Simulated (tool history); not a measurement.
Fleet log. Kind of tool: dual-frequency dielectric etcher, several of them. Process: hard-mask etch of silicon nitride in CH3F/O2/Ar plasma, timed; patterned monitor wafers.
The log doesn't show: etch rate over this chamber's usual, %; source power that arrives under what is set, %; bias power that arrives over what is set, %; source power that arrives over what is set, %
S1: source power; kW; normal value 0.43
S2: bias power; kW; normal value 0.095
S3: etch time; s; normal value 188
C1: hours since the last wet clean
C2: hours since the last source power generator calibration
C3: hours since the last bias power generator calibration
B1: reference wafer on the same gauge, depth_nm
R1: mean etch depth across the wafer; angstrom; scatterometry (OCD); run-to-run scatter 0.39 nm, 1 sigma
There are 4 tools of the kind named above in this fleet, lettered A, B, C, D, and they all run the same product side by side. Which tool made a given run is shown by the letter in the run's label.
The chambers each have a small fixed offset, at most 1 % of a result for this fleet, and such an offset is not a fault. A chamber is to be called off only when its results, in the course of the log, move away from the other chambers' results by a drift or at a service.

{"run": "1D", "day": 0.233, "S1": 0.43, "S2": 0.095, "S3": 188, "C1": 91.1, "C2": 1587.6, "C3": 1723.7, "B1": 131, "R1": 1496.4}
{"run": "2B", "day": 0.471, "S1": 0.43, "S2": 0.095, "S3": 188, "C1": 317.7, "C2": 1845.9, "C3": 43.4, "B1": 130.99, "R1": 1487.4}
{"run": "3A", "day": 0.871, "S1": 0.43, "S2": 0.095, "S3": 188, "C1": 310.4, "C2": 1848.5, "C3": 316.8, "B1": 130.97, "R1": 1496.4}
{"run": "4C", "day": 1.104, "S1": 0.43, "S2": 0.095, "S3": 188, "C1": 145.1, "C2": 2230.5, "C3": 1200.6, "B1": 131, "R1": 1485.2}
{"run": "5A", "day": 1.371, "S1": 0.43, "S2": 0.095, "S3": 188, "C1": 322.4, "C2": 1860.5, "C3": 328.8, "B1": 130.94, "R1": 1494.3}
{"run": "6D", "day": 1.583, "S1": 0.43, "S2": 0.095, "S3": 188, "C1": 123.5, "C2": 1620, "C3": 1756.1, "B1": 131.06, "R1": 1496.8}
{"run": "7B", "day": 1.821, "S1": 0.43, "S2": 0.095, "S3": 188, "C1": 350.1, "C2": 1878.3, "C3": 75.8, "B1": 131.04, "R1": 1485.7}
{"run": "8C", "day": 2.2, "S1": 0.43, "S2": 0.095, "S3": 188, "C1": 171.4, "C2": 2256.8, "C3": 1226.9, "B1": 131, "R1": 1477.1}
{"run": "9D", "day": 2.5, "S1": 0.43, "S2": 0.095, "S3": 188, "C1": 145.5, "C2": 1642, "C3": 1778.1, "B1": 130.98, "R1": 1499.4}
{"run": "10C", "day": 2.742, "S1": 0.43, "S2": 0.095, "S3": 188, "C1": 184.4, "C2": 2269.8, "C3": 1239.9, "B1": 131, "R1": 1486.5}
{"day": 2.812, "done": "chamber B: wet clean of the chamber"}
{"run": "11A", "day": 3.138, "S1": 0.43, "S2": 0.095, "S3": 188, "C1": 364.8, "C2": 1902.9, "C3": 371.2, "B1": 130.97, "R1": 1492.7}
{"run": "12B", "day": 3.533, "S1": 0.43, "S2": 0.095, "S3": 188, "C1": 17.3, "C2": 1919.4, "C3": 116.9, "B1": 131.02, "R1": 1485}
{"run": "13C", "day": 3.792, "S1": 0.43, "S2": 0.095, "S3": 188, "C1": 209.6, "C2": 2295, "C3": 1265.1, "B1": 131.04, "R1": 1481.1}
{"run": "14B", "day": 4.225, "S1": 0.43, "S2": 0.095, "S3": 188, "C1": 33.9, "C2": 1936, "C3": 133.5, "B1": 131.02, "R1": 1484}
{"run": "15A", "day": 4.696, "S1": 0.43, "S2": 0.095, "S3": 188, "C1": 402.2, "C2": 1940.3, "C3": 408.6, "B1": 130.97, "R1": 1495.6}
{"day": 4.988, "done": "chamber C: source power generator calibrated"}
{"run": "16D", "day": 5.121, "S1": 0.53, "S2": 0.095, "S3": 188, "C1": 208.4, "C2": 1704.9, "C3": 1841, "B1": 130.94, "R1": 1623.2}
{"run": "17B", "day": 5.6, "S1": 0.53, "S2": 0.095, "S3": 188, "C1": 66.9, "C2": 1969, "C3": 166.5, "B1": 130.97, "R1": 1600.9}
{"run": "18C", "day": 6.021, "S1": 0.53, "S2": 0.095, "S3": 188, "C1": 263.1, "C2": 24.9, "C3": 1318.6, "B1": 131.01, "R1": 1595.9}
{"run": "19D", "day": 6.338, "S1": 0.53, "S2": 0.095, "S3": 188, "C1": 237.6, "C2": 1734.1, "C3": 1870.2, "B1": 131.05, "R1": 1630.5}
{"run": "20A", "day": 6.825, "S1": 0.43, "S2": 0.095, "S3": 188, "C1": 453.3, "C2": 1991.4, "C3": 459.7, "B1": 131.02, "R1": 1487.7}
{"run": "21C", "day": 7.296, "S1": 0.43, "S2": 0.095, "S3": 188, "C1": 293.7, "C2": 55.5, "C3": 1349.2, "B1": 131.02, "R1": 1477.4}
{"run": "22B", "day": 7.629, "S1": 0.43, "S2": 0.095, "S3": 188, "C1": 115.6, "C2": 2017.7, "C3": 215.2, "B1": 131, "R1": 1488.8}
{"run": "23D", "day": 8.025, "S1": 0.43, "S2": 0.095, "S3": 188, "C1": 278.1, "C2": 1774.6, "C3": 1910.7, "B1": 130.99, "R1": 1510.7}
{"run": "24A", "day": 8.412, "S1": 0.43, "S2": 0.095, "S3": 188, "C1": 491.4, "C2": 2029.5, "C3": 497.8, "B1": 130.92, "R1": 1489.1}
{"run": "25B", "day": 8.854, "S1": 0.43, "S2": 0.095, "S3": 188, "C1": 145, "C2": 2047.1, "C3": 244.6, "B1": 130.94, "R1": 1478.8}
{"run": "26C", "day": 9.312, "S1": 0.43, "S2": 0.095, "S3": 188, "C1": 342.1, "C2": 103.9, "C3": 1397.6, "B1": 130.99, "R1": 1478.2}
{"run": "27A", "day": 9.708, "S1": 0.43, "S2": 0.095, "S3": 188, "C1": 522.5, "C2": 2060.6, "C3": 528.9, "B1": 131.03, "R1": 1488.5}
{"run": "28D", "day": 10.108, "S1": 0.43, "S2": 0.095, "S3": 188, "C1": 328.1, "C2": 1824.6, "C3": 1960.7, "B1": 131.05, "R1": 1516.2}
{"run": "29C", "day": 10.392, "S1": 0.43, "S2": 0.095, "S3": 188, "C1": 368, "C2": 129.8, "C3": 1423.5, "B1": 130.99, "R1": 1477.6}
{"run": "30D", "day": 10.762, "S1": 0.43, "S2": 0.095, "S3": 188, "C1": 343.8, "C2": 1840.3, "C3": 1976.4, "B1": 131.01, "R1": 1508.6}
{"run": "31A", "day": 11.038, "S1": 0.43, "S2": 0.095, "S3": 188, "C1": 554.4, "C2": 2092.5, "C3": 560.8, "B1": 130.98, "R1": 1500.5}
{"day": 11.146, "done": "chamber A: wet clean of the chamber"}
{"run": "32B", "day": 11.417, "S1": 0.43, "S2": 0.095, "S3": 188, "C1": 206.5, "C2": 2108.6, "C3": 306.1, "B1": 131.02, "R1": 1480.1}
{"run": "33A", "day": 11.892, "S1": 0.43, "S2": 0.095, "S3": 188, "C1": 17.9, "C2": 2113, "C3": 581.3, "B1": 130.93, "R1": 1491.2}
{"run": "34D", "day": 12.258, "S1": 0.43, "S2": 0.095, "S3": 188, "C1": 379.7, "C2": 1876.2, "C3": 2012.3, "B1": 130.98, "R1": 1514.1}
{"run": "35B", "day": 12.512, "S1": 0.43, "S2": 0.095, "S3": 188, "C1": 232.8, "C2": 2134.9, "C3": 332.4, "B1": 130.96, "R1": 1482}
{"run": "36C", "day": 12.738, "S1": 0.43, "S2": 0.104, "S3": 227, "C1": 424.3, "C2": 186.1, "C3": 1479.8, "B1": 130.94, "R1": 1842.7}
{"run": "37A", "day": 13.042, "S1": 0.43, "S2": 0.104, "S3": 227, "C1": 45.5, "C2": 2140.6, "C3": 608.9, "B1": 130.99, "R1": 1856}
{"run": "38B", "day": 13.438, "S1": 0.43, "S2": 0.104, "S3": 227, "C1": 255, "C2": 2157.1, "C3": 354.6, "B1": 131.03, "R1": 1851.5}
{"run": "39D", "day": 13.842, "S1": 0.43, "S2": 0.104, "S3": 227, "C1": 417.7, "C2": 1914.2, "C3": 2050.3, "B1": 130.93, "R1": 1889.1}
{"run": "40C", "day": 14.296, "S1": 0.43, "S2": 0.095, "S3": 188, "C1": 461.7, "C2": 223.5, "C3": 1517.2, "B1": 130.98, "R1": 1476.7}
{"run": "41D", "day": 14.712, "S1": 0.43, "S2": 0.095, "S3": 188, "C1": 438.6, "C2": 1935.1, "C3": 2071.2, "B1": 130.98, "R1": 1520.5}

One chamber off, gauge drift, or nothing amiss beyond the chambers' own small offsets? If it is a chamber, which one, and what is the likeliest cause?

One chamber, D, drifts off from the rest bit by bit.
Cause: source power that arrives over what is set, % = 4.17.
Not necessarily distinguishable in this log from: etch rate over this chamber's usual, %; bias power that arrives over what is set, %.

Chamber D could run next with any of the 4 candidate recipes listed below; each alters the usual settings, and their results appear as question marks. Which one brings its results back in line with what the other chambers deliver on the usual settings?
Maximum distance from the other chambers' mean on the usual settings for a result to count as in line: R1 14 angstrom
{"run": "42D-1", "day": 15.062, "S1": 0.43, "S2": 0.101, "S3": 188, "R1": "?"}
{"run": "42D-2", "day": 15.062, "S1": 0.44, "S2": 0.095, "S3": 188, "R1": "?"}
{"run": "42D-3", "day": 15.062, "S1": 0.43, "S2": 0.095, "S3": 187, "R1": "?"}
{"run": "42D-4", "day": 15.062, "S1": 0.4, "S2": 0.095, "S3": 188, "R1": "?"}

On the usual settings, the other chambers give on average: R1 1485.3 angstrom
run=42D-1 R1=1552.9
run=42D-2 R1=1532.2
run=42D-3 R1=1511
run=42D-4 R1=1478.6
42D-4 brings the chamber back in line.
